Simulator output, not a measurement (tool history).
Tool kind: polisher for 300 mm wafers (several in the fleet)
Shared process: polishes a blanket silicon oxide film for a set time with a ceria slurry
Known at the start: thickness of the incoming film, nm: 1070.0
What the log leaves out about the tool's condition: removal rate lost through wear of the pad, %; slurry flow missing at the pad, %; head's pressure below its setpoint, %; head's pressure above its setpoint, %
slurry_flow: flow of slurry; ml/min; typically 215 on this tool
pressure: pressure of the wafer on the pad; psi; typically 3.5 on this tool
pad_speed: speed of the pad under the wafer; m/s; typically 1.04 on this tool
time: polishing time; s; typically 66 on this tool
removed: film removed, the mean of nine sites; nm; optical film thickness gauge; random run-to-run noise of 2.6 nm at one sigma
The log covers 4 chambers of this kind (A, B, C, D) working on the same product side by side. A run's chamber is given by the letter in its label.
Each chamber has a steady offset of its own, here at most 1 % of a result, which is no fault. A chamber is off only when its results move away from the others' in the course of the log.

run,day,slurry_flow,pressure,pad_speed,time,wafers polished on this pad,hours since the slurry nozzle was cleaned,hours since the head pressure was calibrated,removed
1D,0.617,215,3.5,1.04,66,386,455.9,574.0,385.33
2B,0.954,215,3.5,1.04,66,399,104.2,505.8,383.54
3C,1.279,215,3.5,1.04,66,674,266.7,130.5,386.07
4A,1.796,215,3.5,1.04,66,438,61.5,291.1,382.01
5B,2.079,215,3.5,1.04,66,593,131.2,532.8,388.53
6C,2.350,215,3.5,1.04,66,860,292.4,156.2,386.02
7D,2.804,215,3.5,1.04,66,765,508.4,626.5,377.67
8A,3.421,215,3.5,1.04,66,720,100.5,330.1,384.08
# day 3.521: chamber A: worn pad replaced by a new one
# day 3.579: chamber D: worn pad replaced by a new one
9A,4.029,215,3.5,1.04,66,88,115.1,344.7,382.40
# day 4.071: chamber B: worn pad replaced by a new one
10C,4.396,215,3.5,1.04,66,1214,341.5,205.3,390.28
11B,4.875,215,3.5,1.04,66,139,198.3,599.9,380.86
12D,5.238,215,3.5,1.04,66,287,566.8,684.9,381.71
# day 5.321: chamber D: slurry nozzle cleaned
13A,5.675,215,3.5,1.04,66,373,154.6,384.2,380.32
# day 6.058: chamber C: worn pad replaced by a new one
14B,6.233,215,3.5,1.04,66,374,230.9,632.5,379.41
15D,6.838,215,3.5,1.04,66,564,36.5,723.3,380.84
# day 7.250: chamber A: worn pad replaced by a new one
16C,7.275,215,3.5,1.04,66,210,410.6,274.4,376.60
17A,7.562,215,3.5,1.04,66,54,199.9,429.5,385.39
18D,7.925,215,3.5,0.72,52,752,62.6,749.4,206.71
# day 8.429: chamber D: worn pad replaced by a new one
19B,8.458,215,3.5,0.72,52,759,284.3,685.9,207.75
20C,8.912,215,3.5,0.72,52,493,449.9,313.7,208.79
# day 8.946: chamber B: worn pad replaced by a new one
21B,9.517,215,3.5,0.72,52,99,309.7,711.3,208.76
22D,10.083,215,3.5,1.04,66,286,114.4,801.2,380.30
23A,10.421,215,3.5,1.04,66,548,268.5,498.1,383.91
24C,10.967,215,4.5,1.04,74,849,499.2,363.0,528.40
25B,11.404,215,4.5,1.04,74,425,355.0,756.6,553.88
# day 11.529: chamber A: worn pad replaced by a new one
26A,11.738,215,4.5,1.04,74,36,300.1,529.7,548.14

All 4 chambers run these settings next. Forecast each chamber's results:
27A,12.188,215,3.5,1.30,66,,,,?
27B,12.188,215,3.5,1.30,66,,,,?
27C,12.188,215,3.5,1.30,66,,,,?
27D,12.188,215,3.5,1.30,66,,,,?

run,removed
27A,481.67
27B,483.18
27C,443.57
27D,480.82
